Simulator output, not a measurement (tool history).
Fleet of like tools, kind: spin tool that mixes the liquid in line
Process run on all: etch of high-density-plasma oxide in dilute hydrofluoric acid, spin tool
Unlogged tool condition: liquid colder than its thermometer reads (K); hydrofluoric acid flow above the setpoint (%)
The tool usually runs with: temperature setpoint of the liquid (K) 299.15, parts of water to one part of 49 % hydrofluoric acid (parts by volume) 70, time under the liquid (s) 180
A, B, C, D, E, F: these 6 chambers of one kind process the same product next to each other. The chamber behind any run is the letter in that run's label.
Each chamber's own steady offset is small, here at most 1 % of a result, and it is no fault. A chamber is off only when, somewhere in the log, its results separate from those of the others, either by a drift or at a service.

run	hour	temperature setpoint of the liquid (K)	parts of water to one part of 49 % hydrofluoric acid (parts by volume)	time under the liquid (s)	hours since the thermometer was replaced	hours since the hydrofluoric acid flow meter was replaced	read-back film thickness of the high-density-plasma oxide reference wafer, read on the same gauge (nm)	thickness taken off the high-density-plasma oxide on a monitor wafer (nm)
1A	3.9	299.15	70	180	1596.7	997.9	40.001	14.988
2C	7	299.15	70	180	1470.4	84.2	40.02	14.779
3E	10.1	299.15	70	180	1482.5	692.3	39.962	14.657
4F	15	299.15	70	180	510.4	596.6	39.992	14.647
5B	20	299.15	70	180	630.2	276.3	40.003	14.784
6D	23.3	299.15	70	180	848.7	175.3	40.004	14.789
7A	26.5	299.15	85	115	1619.3	1020.5	39.993	7.7389
8C	31.7	299.15	85	115	1495.1	108.9	39.998	7.7093
9F	35.8	299.15	85	115	531.2	617.4	40.001	7.6854
10E	40.1	299.15	85	115	1512.5	722.3	39.984	7.5132
11B	43.1	299.15	85	115	653.3	299.4	40.004	7.5716
12D	46.3	299.15	85	115	871.7	198.3	40.009	7.7065
13C	49.2	299.15	70	180	1512.6	126.4	40.013	14.83
14B	51.6	299.15	70	180	661.8	307.9	40.001	14.778
15F	56.2	295.15	70	145	551.6	637.8	40.014	10.116
16A	60.7	295.15	70	145	1653.5	1054.7	39.993	10.248
17D	63.9	295.15	70	145	889.3	215.9	39.975	10.254
18E	68.8	295.15	70	145	1541.2	751	40.006	9.9782
19D	71.2	295.15	70	145	896.6	223.2	40.018	10.334
20F	74.7	295.15	70	145	570.1	656.3	40.041	10.129
# hour 74.9: chamber E: hydrofluoric acid flow meter replaced
21E	78.4	299.15	70	180	1550.8	3.6	39.985	14.54
22C	83.6	299.15	70	180	1547	160.8	39.993	14.869
23B	87	299.15	70	180	697.2	343.3	39.963	14.67
24A	89.4	299.15	70	75	1682.2	1083.4	39.99	6.2333
25B	93.2	299.15	70	75	703.4	349.5	39.98	6.1314
26F	96.7	299.15	70	75	592.1	678.3	40.019	6.108
27C	101.6	299.15	70	75	1565	178.8	40.021	6.1666
28E	106.4	299.15	70	75	1578.8	31.6	40.022	6.0657
29D	110.6	299.15	70	75	936	262.6	40.003	6.3731
30A	115.7	299.15	70	180	1708.5	1109.7	40.021	14.864
31C	120.4	299.15	70	180	1583.8	197.6	40.01	14.872
32F	124.4	299.15	70	180	619.8	706	39.974	14.657
33A	128.1	299.15	70	180	1720.9	1122.1	39.987	14.876
34E	131.8	301.15	70	180	1604.2	57	40.01	15.803
35D	135.2	301.15	70	180	960.6	287.2	40.032	16.743
36B	138.6	301.15	70	180	748.8	394.9	39.99	15.955

Next, all 6 chambers run the settings below, one line each with question marks for the results. What does each chamber give?
37A	142.4	296.15	70	180				?
37B	142.4	296.15	70	180				?
37C	142.4	296.15	70	180				?
37D	142.4	296.15	70	180				?
37E	142.4	296.15	70	180				?
37F	142.4	296.15	70	180				?

run	thickness taken off the high-density-plasma oxide on a monitor wafer (nm)
37A	13.255
37B	12.98
37C	13.217
37D	13.828
37E	12.965
37F	13.152

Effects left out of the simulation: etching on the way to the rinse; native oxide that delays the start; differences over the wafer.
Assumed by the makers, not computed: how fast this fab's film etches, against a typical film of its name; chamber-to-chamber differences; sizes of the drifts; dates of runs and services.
